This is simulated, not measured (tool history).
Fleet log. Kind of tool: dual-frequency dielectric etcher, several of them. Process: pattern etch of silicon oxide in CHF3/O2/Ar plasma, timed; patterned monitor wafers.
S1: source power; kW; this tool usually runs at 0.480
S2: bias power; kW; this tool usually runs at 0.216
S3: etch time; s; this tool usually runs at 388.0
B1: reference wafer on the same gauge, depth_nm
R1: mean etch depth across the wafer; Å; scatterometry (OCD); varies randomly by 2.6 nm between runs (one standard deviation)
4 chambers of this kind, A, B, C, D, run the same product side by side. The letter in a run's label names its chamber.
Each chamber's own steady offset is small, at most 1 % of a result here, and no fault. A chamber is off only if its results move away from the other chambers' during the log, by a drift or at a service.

Run 1D, hour 6.9: usual settings; B1 845.14. Result: R1 7518.6 Å.
Run 2A, hour 14.6: usual settings; B1 845.53. Result: R1 7478.9 Å.
Run 3B, hour 24.4: usual settings; B1 845.85. Result: R1 7594.5 Å.
At hour 25.1: chamber A: wet clean of the chamber.
Run 4C, hour 30.0: usual settings; B1 843.96. Result: R1 7502.6 Å.
Run 5A, hour 38.9: usual settings; B1 845.39. Result: R1 7549.4 Å.
Run 6B, hour 45.6: usual settings; B1 844.75. Result: R1 7599.3 Å.
Run 7C, hour 54.8: usual settings; B1 845.11. Result: R1 7516.6 Å.
Run 8D, hour 63.9: usual settings; B1 845.09. Result: R1 7493.5 Å.
Run 9A, hour 69.5: usual settings; B1 844.36. Result: R1 7565.0 Å.
Run 10B, hour 75.4: usual settings; B1 845.06. Result: R1 7613.0 Å.
Run 11C, hour 83.2: usual settings but S1 0.580 kW; B1 844.75. Result: R1 8037.9 Å.
Run 12D, hour 89.5: usual settings but S1 0.580 kW; B1 845.49. Result: R1 8050.7 Å.
Run 13B, hour 95.4: usual settings but S1 0.580 kW; B1 844.67. Result: R1 8204.0 Å.
Run 14C, hour 105.5: usual settings but S1 0.580 kW; B1 844.70. Result: R1 8064.9 Å.
Run 15D, hour 110.5: usual settings; B1 845.02. Result: R1 7549.0 Å.
Run 16A, hour 116.5: usual settings but S1 0.550 kW; B1 844.07. Result: R1 7979.6 Å.
Run 17C, hour 124.6: usual settings but S1 0.550 kW; B1 845.38. Result: R1 7862.5 Å.
Run 18A, hour 132.2: usual settings but S1 0.550 kW; B1 845.44. Result: R1 7921.7 Å.
Run 19D, hour 141.2: usual settings but S1 0.550 kW; B1 845.31. Result: R1 7905.0 Å.
Run 20B, hour 146.9: usual settings; B1 844.83. Result: R1 7730.1 Å.
Run 21B, hour 153.3: usual settings; B1 845.27. Result: R1 7786.6 Å.
Run 22A, hour 159.2: usual settings; B1 845.51. Result: R1 7552.1 Å.
Run 23C, hour 169.0: usual settings; B1 843.95. Result: R1 7520.3 Å.
Run 24D, hour 175.5: usual settings; B1 845.14. Result: R1 7495.0 Å.
Run 25A, hour 184.9: usual settings; B1 845.38. Result: R1 7554.8 Å.
Run 26B, hour 191.6: usual settings but S3 278.5 s; B1 844.72. Result: R1 5668.2 Å.
Run 27C, hour 197.9: usual settings but S3 278.5 s; B1 845.47. Result: R1 5399.7 Å.
Run 28D, hour 207.4: usual settings but S3 278.5 s; B1 843.86. Result: R1 5388.0 Å.
Run 29B, hour 213.3: usual settings but S3 278.5 s; B1 845.66. Result: R1 5643.6 Å.
Run 30D, hour 219.6: usual settings but S1 0.530 kW, S3 311.0 s; B1 845.58. Result: R1 6251.5 Å.
Run 31C, hour 224.4: usual settings but S1 0.530 kW, S3 311.0 s; B1 845.43. Result: R1 6219.4 Å.
Run 32A, hour 230.2: usual settings but S1 0.530 kW, S3 311.0 s; B1 845.10. Result: R1 6256.9 Å.
Run 33D, hour 237.5: usual settings but S1 0.530 kW, S3 311.0 s; B1 845.27. Result: R1 6271.7 Å.

Which is it: a chamber that has drifted or been left off by a service, a gauge drift common to all chambers, or only each chamber's usual small offset? If a chamber is off, name it and its likeliest cause.

One chamber, B, drifts off from the rest bit by bit.
Most likely cause: etch rate over this chamber's usual, % = 4.73.

Below are 4 candidate recipes for chamber B's next run, each the usual settings with a change, their results shown as question marks. Which of them brings B's results back in line with what the other chambers give on the usual settings?
A result is in line if it is within this distance of the other chambers' mean on the usual settings: R1 92.0 Å
Run 34B-1, hour 245.2: usual settings but S1 0.470 kW, S2 0.212 kW, S3 362.0 s. Result: R1 ?.
Run 34B-2, hour 245.2: usual settings but S1 0.470 kW, S2 0.214 kW, S3 371.0 s. Result: R1 ?.
Run 34B-3, hour 245.2: usual settings but S1 0.490 kW, S3 406.5 s. Result: R1 ?.
Run 34B-4, hour 245.2: usual settings but S1 0.490 kW, S3 416.0 s. Result: R1 ?.

The other chambers' mean on the usual settings: R1 7517.4 Å
  run      R1
34B-1  7286.0
34B-2  7491.9
34B-3  8365.2
34B-4  8560.7
It is 34B-2 that realigns the chamber with its peers.
